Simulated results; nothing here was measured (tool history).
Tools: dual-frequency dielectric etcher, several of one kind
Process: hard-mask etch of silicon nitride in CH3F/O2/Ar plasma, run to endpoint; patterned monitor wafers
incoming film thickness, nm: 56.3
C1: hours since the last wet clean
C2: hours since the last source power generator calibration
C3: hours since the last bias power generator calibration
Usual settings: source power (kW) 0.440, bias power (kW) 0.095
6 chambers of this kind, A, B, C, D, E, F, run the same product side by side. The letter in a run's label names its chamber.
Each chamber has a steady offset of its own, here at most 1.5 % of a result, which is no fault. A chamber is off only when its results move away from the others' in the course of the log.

run 1F hour=5.0 | source_power_(kW)=0.440 bias_power_(kW)=0.095 | C1=198.2 C2=1871.9 C3=1858.3 | endpoint_time_(s)=70.608
run 2D hour=11.9 | source_power_(kW)=0.440 bias_power_(kW)=0.095 | C1=266.4 C2=3914.1 C3=2075.7 | endpoint_time_(s)=72.621
run 3A hour=18.2 | source_power_(kW)=0.440 bias_power_(kW)=0.095 | C1=380.0 C2=1656.0 C3=1456.7 | endpoint_time_(s)=71.264
run 4E hour=22.8 | source_power_(kW)=0.440 bias_power_(kW)=0.095 | C1=253.8 C2=1360.7 C3=938.4 | endpoint_time_(s)=71.080
run 5C hour=27.8 | source_power_(kW)=0.440 bias_power_(kW)=0.095 | C1=51.2 C2=50.3 C3=1858.9 | endpoint_time_(s)=70.633
run 6B hour=36.8 | source_power_(kW)=0.440 bias_power_(kW)=0.095 | C1=529.9 C2=154.0 C3=1821.1 | endpoint_time_(s)=70.708
run 7E hour=44.3 | source_power_(kW)=0.390 bias_power_(kW)=0.084 | C1=275.3 C2=1382.2 C3=959.9 | endpoint_time_(s)=77.600
-- hour=46.9 chamber D: source power generator calibrated
run 8C hour=50.3 | source_power_(kW)=0.390 bias_power_(kW)=0.084 | C1=73.7 C2=72.8 C3=1881.4 | endpoint_time_(s)=77.695
run 9B hour=59.1 | source_power_(kW)=0.390 bias_power_(kW)=0.084 | C1=552.2 C2=176.3 C3=1843.4 | endpoint_time_(s)=78.301
-- hour=66.5 chamber B: wet clean of the chamber
run 10D hour=68.3 | source_power_(kW)=0.390 bias_power_(kW)=0.084 | C1=322.8 C2=21.5 C3=2132.1 | endpoint_time_(s)=79.271
run 11F hour=77.9 | source_power_(kW)=0.390 bias_power_(kW)=0.084 | C1=271.1 C2=1944.8 C3=1931.2 | endpoint_time_(s)=77.698
run 12A hour=86.9 | source_power_(kW)=0.390 bias_power_(kW)=0.084 | C1=448.7 C2=1724.7 C3=1525.4 | endpoint_time_(s)=77.158
run 13A hour=92.2 | source_power_(kW)=0.440 bias_power_(kW)=0.095 | C1=454.0 C2=1730.0 C3=1530.7 | endpoint_time_(s)=70.530
run 14C hour=100.7 | source_power_(kW)=0.440 bias_power_(kW)=0.075 | C1=124.1 C2=123.2 C3=1931.8 | endpoint_time_(s)=77.572
run 15F hour=107.5 | source_power_(kW)=0.440 bias_power_(kW)=0.075 | C1=300.7 C2=1974.4 C3=1960.8 | endpoint_time_(s)=76.839
run 16B hour=114.4 | source_power_(kW)=0.440 bias_power_(kW)=0.075 | C1=48.0 C2=231.6 C3=1898.7 | endpoint_time_(s)=77.200
run 17E hour=123.7 | source_power_(kW)=0.440 bias_power_(kW)=0.075 | C1=354.7 C2=1461.6 C3=1039.3 | endpoint_time_(s)=77.299
run 18D hour=128.5 | source_power_(kW)=0.440 bias_power_(kW)=0.075 | C1=383.0 C2=81.7 C3=2192.3 | endpoint_time_(s)=79.159
run 19E hour=134.5 | source_power_(kW)=0.440 bias_power_(kW)=0.075 | C1=365.5 C2=1472.4 C3=1050.1 | endpoint_time_(s)=77.593
run 20F hour=143.7 | source_power_(kW)=0.440 bias_power_(kW)=0.095 | C1=336.9 C2=2010.6 C3=1997.0 | endpoint_time_(s)=70.558
run 21B hour=152.3 | source_power_(kW)=0.440 bias_power_(kW)=0.095 | C1=85.9 C2=269.5 C3=1936.6 | endpoint_time_(s)=71.383
run 22C hour=161.6 | source_power_(kW)=0.440 bias_power_(kW)=0.095 | C1=185.0 C2=184.1 C3=1992.7 | endpoint_time_(s)=70.733
-- hour=169.9 chamber A: wet clean of the chamber
run 23A hour=171.4 | source_power_(kW)=0.440 bias_power_(kW)=0.095 | C1=1.6 C2=1809.2 C3=1609.9 | endpoint_time_(s)=67.699
run 24D hour=179.1 | source_power_(kW)=0.440 bias_power_(kW)=0.095 | C1=433.6 C2=132.3 C3=2242.9 | endpoint_time_(s)=72.363
run 25D hour=189.2 | source_power_(kW)=0.440 bias_power_(kW)=0.095 | C1=443.7 C2=142.4 C3=2253.0 | endpoint_time_(s)=72.720
run 26F hour=194.7 | source_power_(kW)=0.440 bias_power_(kW)=0.095 | C1=387.9 C2=2061.6 C3=2048.0 | endpoint_time_(s)=70.985
-- hour=199.0 chamber F: wet clean of the chamber
run 27C hour=201.6 | source_power_(kW)=0.440 bias_power_(kW)=0.095 | C1=225.0 C2=224.1 C3=2032.7 | endpoint_time_(s)=71.190
run 28A hour=208.7 | source_power_(kW)=0.440 bias_power_(kW)=0.095 | C1=38.9 C2=1846.5 C3=1647.2 | endpoint_time_(s)=67.860
run 29B hour=214.8 | source_power_(kW)=0.440 bias_power_(kW)=0.095 | C1=148.4 C2=332.0 C3=1999.1 | endpoint_time_(s)=70.754
run 30E hour=224.3 | source_power_(kW)=0.440 bias_power_(kW)=0.074 | C1=455.3 C2=1562.2 C3=1139.9 | endpoint_time_(s)=78.149
run 31C hour=231.3 | source_power_(kW)=0.440 bias_power_(kW)=0.074 | C1=254.7 C2=253.8 C3=2062.4 | endpoint_time_(s)=77.879
run 32E hour=240.6 | source_power_(kW)=0.440 bias_power_(kW)=0.074 | C1=471.6 C2=1578.5 C3=1156.2 | endpoint_time_(s)=78.547
run 33B hour=250.1 | source_power_(kW)=0.440 bias_power_(kW)=0.074 | C1=183.7 C2=367.3 C3=2034.4 | endpoint_time_(s)=77.281
run 34D hour=258.7 | source_power_(kW)=0.440 bias_power_(kW)=0.074 | C1=513.2 C2=211.9 C3=2322.5 | endpoint_time_(s)=79.445
run 35F hour=266.6 | source_power_(kW)=0.440 bias_power_(kW)=0.074 | C1=67.7 C2=2133.5 C3=2119.9 | endpoint_time_(s)=76.654
-- hour=268.8 chamber E: wet clean of the chamber
run 36A hour=271.4 | source_power_(kW)=0.440 bias_power_(kW)=0.095 | C1=101.6 C2=1909.2 C3=1709.9 | endpoint_time_(s)=67.995
-- hour=273.4 chamber E: source power generator calibrated
run 37A hour=281.1 | source_power_(kW)=0.440 bias_power_(kW)=0.095 | C1=111.3 C2=1918.9 C3=1719.6 | endpoint_time_(s)=67.257
run 38B hour=290.2 | source_power_(kW)=0.440 bias_power_(kW)=0.095 | C1=223.8 C2=407.4 C3=2074.5 | endpoint_time_(s)=71.620
run 39D hour=298.2 | source_power_(kW)=0.440 bias_power_(kW)=0.095 | C1=552.7 C2=251.4 C3=2362.0 | endpoint_time_(s)=72.202
run 40F hour=303.3 | source_power_(kW)=0.480 bias_power_(kW)=0.095 | C1=104.4 C2=2170.2 C3=2156.6 | endpoint_time_(s)=68.511
run 41C hour=312.7 | source_power_(kW)=0.480 bias_power_(kW)=0.095 | C1=336.1 C2=335.2 C3=2143.8 | endpoint_time_(s)=69.313
run 42E hour=319.5 | source_power_(kW)=0.480 bias_power_(kW)=0.095 | C1=50.8 C2=46.1 C3=1235.1 | endpoint_time_(s)=69.881

Is one chamber off against the others, does the gauge drift, or is nothing wrong? If a chamber is off, say which, and what the likeliest cause is.

A service left chamber A off against the others.
Cause: etch rate over this chamber's usual, % = 4.93.

Here are 4 candidates for chamber A's next run, each the usual settings with a change, their results left as question marks. Which one brings its results back in line with what the others give on the usual settings?
In line means no further than this from the other chambers' mean on the usual settings: endpoint time (s) 1.300
run 43A-1 hour=326.6 | source_power_(kW)=0.430 bias_power_(kW)=0.092 | endpoint_time_(s)=?
run 43A-2 hour=326.6 | source_power_(kW)=0.450 bias_power_(kW)=0.098 | endpoint_time_(s)=?
run 43A-3 hour=326.6 | source_power_(kW)=0.440 bias_power_(kW)=0.109 | endpoint_time_(s)=?
run 43A-4 hour=326.6 | source_power_(kW)=0.440 bias_power_(kW)=0.081 | endpoint_time_(s)=?

The other chambers' mean on the usual settings: endpoint time (s) 71.382
run=43A-1 endpoint_time_(s)=69.130
run=43A-2 endpoint_time_(s)=66.472
run=43A-3 endpoint_time_(s)=64.496
run=43A-4 endpoint_time_(s)=71.656
43A-4 brings the chamber back in line.
